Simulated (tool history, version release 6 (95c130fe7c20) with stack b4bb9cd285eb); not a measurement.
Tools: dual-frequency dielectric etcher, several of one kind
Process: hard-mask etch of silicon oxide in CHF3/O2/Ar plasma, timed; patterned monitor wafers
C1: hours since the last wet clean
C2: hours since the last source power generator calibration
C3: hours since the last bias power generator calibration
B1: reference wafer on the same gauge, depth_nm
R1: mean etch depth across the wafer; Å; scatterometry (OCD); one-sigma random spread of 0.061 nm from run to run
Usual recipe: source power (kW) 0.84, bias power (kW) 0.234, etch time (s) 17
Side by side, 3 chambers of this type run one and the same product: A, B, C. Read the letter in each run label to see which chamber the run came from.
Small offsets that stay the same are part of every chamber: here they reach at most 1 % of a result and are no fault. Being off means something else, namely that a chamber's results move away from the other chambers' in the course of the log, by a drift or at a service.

run 1C hour=6.1 | source_power_(kW)=0.84 bias_power_(kW)=0.234 etch_time_(s)=17 | C1=599.9 C2=1232.5 C3=1021.7 | B1=48.498 | R1=416.46
run 2A hour=16.2 | source_power_(kW)=0.84 bias_power_(kW)=0.234 etch_time_(s)=17 | C1=232.4 C2=1944.2 C3=918 | B1=48.531 | R1=417.98
-- hour=18.2 chamber C: wet clean of the chamber
run 3B hour=21.8 | source_power_(kW)=0.84 bias_power_(kW)=0.234 etch_time_(s)=17 | C1=423.9 C2=4080 C3=2215.5 | B1=48.514 | R1=414.31
run 4B hour=28.8 | source_power_(kW)=0.84 bias_power_(kW)=0.234 etch_time_(s)=17 | C1=430.9 C2=4087 C3=2222.5 | B1=48.515 | R1=414.06
run 5A hour=34.5 | source_power_(kW)=0.84 bias_power_(kW)=0.234 etch_time_(s)=17 | C1=250.7 C2=1962.5 C3=936.3 | B1=48.548 | R1=416.32
run 6C hour=42 | source_power_(kW)=0.84 bias_power_(kW)=0.234 etch_time_(s)=17 | C1=23.8 C2=1268.4 C3=1057.6 | B1=48.546 | R1=417.47
run 7C hour=47.8 | source_power_(kW)=0.84 bias_power_(kW)=0.234 etch_time_(s)=17 | C1=29.6 C2=1274.2 C3=1063.4 | B1=48.53 | R1=417.04
run 8A hour=54.2 | source_power_(kW)=0.84 bias_power_(kW)=0.234 etch_time_(s)=17 | C1=270.4 C2=1982.2 C3=956 | B1=48.555 | R1=418.23
run 9B hour=62.8 | source_power_(kW)=0.84 bias_power_(kW)=0.234 etch_time_(s)=17 | C1=464.9 C2=4121 C3=2256.5 | B1=48.569 | R1=414.86
run 10A hour=73.9 | source_power_(kW)=0.84 bias_power_(kW)=0.234 etch_time_(s)=17 | C1=290.1 C2=2001.9 C3=975.7 | B1=48.581 | R1=419.5
-- hour=77 chamber B: wet clean of the chamber
-- hour=79 chamber A: source power generator calibrated
run 11B hour=81.6 | source_power_(kW)=0.84 bias_power_(kW)=0.234 etch_time_(s)=17 | C1=4.6 C2=4139.8 C3=2275.3 | B1=48.597 | R1=414.32
run 12C hour=93 | source_power_(kW)=0.68 bias_power_(kW)=0.212 etch_time_(s)=17 | C1=74.8 C2=1319.4 C3=1108.6 | B1=48.614 | R1=373.24
run 13C hour=99.4 | source_power_(kW)=0.68 bias_power_(kW)=0.212 etch_time_(s)=17 | C1=81.2 C2=1325.8 C3=1115 | B1=48.607 | R1=373.27
run 14A hour=105.2 | source_power_(kW)=0.68 bias_power_(kW)=0.212 etch_time_(s)=17 | C1=321.4 C2=26.3 C3=1007 | B1=48.609 | R1=372.65
run 15B hour=113.8 | source_power_(kW)=0.84 bias_power_(kW)=0.234 etch_time_(s)=17 | C1=36.8 C2=4172 C3=2307.5 | B1=48.615 | R1=413.43
run 16A hour=125.8 | source_power_(kW)=0.84 bias_power_(kW)=0.234 etch_time_(s)=17 | C1=342 C2=46.9 C3=1027.6 | B1=48.635 | R1=419.73
run 17B hour=137.1 | source_power_(kW)=0.84 bias_power_(kW)=0.234 etch_time_(s)=17 | C1=60.1 C2=4195.3 C3=2330.8 | B1=48.648 | R1=415.56
run 18C hour=145 | source_power_(kW)=0.96 bias_power_(kW)=0.234 etch_time_(s)=14.5 | C1=126.8 C2=1371.4 C3=1160.6 | B1=48.644 | R1=374.24
run 19B hour=156.3 | source_power_(kW)=0.96 bias_power_(kW)=0.234 etch_time_(s)=14.5 | C1=79.3 C2=4214.5 C3=2350 | B1=48.672 | R1=371.98
run 20A hour=165.7 | source_power_(kW)=0.96 bias_power_(kW)=0.234 etch_time_(s)=14.5 | C1=381.9 C2=86.8 C3=1067.5 | B1=48.666 | R1=376.42
run 21C hour=173.2 | source_power_(kW)=0.84 bias_power_(kW)=0.234 etch_time_(s)=17 | C1=155 C2=1399.6 C3=1188.8 | B1=48.696 | R1=417.71
run 22A hour=180.4 | source_power_(kW)=0.84 bias_power_(kW)=0.234 etch_time_(s)=17 | C1=396.6 C2=101.5 C3=1082.2 | B1=48.725 | R1=419.64
run 23B hour=186.6 | source_power_(kW)=0.84 bias_power_(kW)=0.178 etch_time_(s)=14.5 | C1=109.6 C2=4244.8 C3=2380.3 | B1=48.686 | R1=322.76
run 24C hour=196.5 | source_power_(kW)=0.84 bias_power_(kW)=0.178 etch_time_(s)=14.5 | C1=178.3 C2=1422.9 C3=1212.1 | B1=48.702 | R1=325.35
run 25B hour=207 | source_power_(kW)=0.84 bias_power_(kW)=0.178 etch_time_(s)=14.5 | C1=130 C2=4265.2 C3=2400.7 | B1=48.735 | R1=323.45
run 26A hour=217.5 | source_power_(kW)=0.84 bias_power_(kW)=0.234 etch_time_(s)=17 | C1=433.7 C2=138.6 C3=1119.3 | B1=48.737 | R1=420.8
run 27C hour=225.9 | source_power_(kW)=0.84 bias_power_(kW)=0.234 etch_time_(s)=17 | C1=207.7 C2=1452.3 C3=1241.5 | B1=48.743 | R1=417.94
run 28B hour=233.4 | source_power_(kW)=0.84 bias_power_(kW)=0.234 etch_time_(s)=17 | C1=156.4 C2=4291.6 C3=2427.1 | B1=48.745 | R1=414.84
run 29A hour=241.9 | source_power_(kW)=0.84 bias_power_(kW)=0.234 etch_time_(s)=17 | C1=458.1 C2=163 C3=1143.7 | B1=48.766 | R1=420.67
run 30C hour=249.3 | source_power_(kW)=0.84 bias_power_(kW)=0.234 etch_time_(s)=17 | C1=231.1 C2=1475.7 C3=1264.9 | B1=48.767 | R1=419
run 31B hour=259.8 | source_power_(kW)=0.84 bias_power_(kW)=0.289 etch_time_(s)=17 | C1=182.8 C2=4318 C3=2453.5 | B1=48.783 | R1=449.48

All chambers now run identical settings, listed one chamber a line with results as question marks. What results will each chamber show?
run 32A hour=269.1 | source_power_(kW)=0.84 bias_power_(kW)=0.234 etch_time_(s)=17 | R1=?
run 32B hour=269.1 | source_power_(kW)=0.84 bias_power_(kW)=0.234 etch_time_(s)=17 | R1=?
run 32C hour=269.1 | source_power_(kW)=0.84 bias_power_(kW)=0.234 etch_time_(s)=17 | R1=?

run=32A R1=420.06
run=32B R1=416.18
run=32C R1=418.35

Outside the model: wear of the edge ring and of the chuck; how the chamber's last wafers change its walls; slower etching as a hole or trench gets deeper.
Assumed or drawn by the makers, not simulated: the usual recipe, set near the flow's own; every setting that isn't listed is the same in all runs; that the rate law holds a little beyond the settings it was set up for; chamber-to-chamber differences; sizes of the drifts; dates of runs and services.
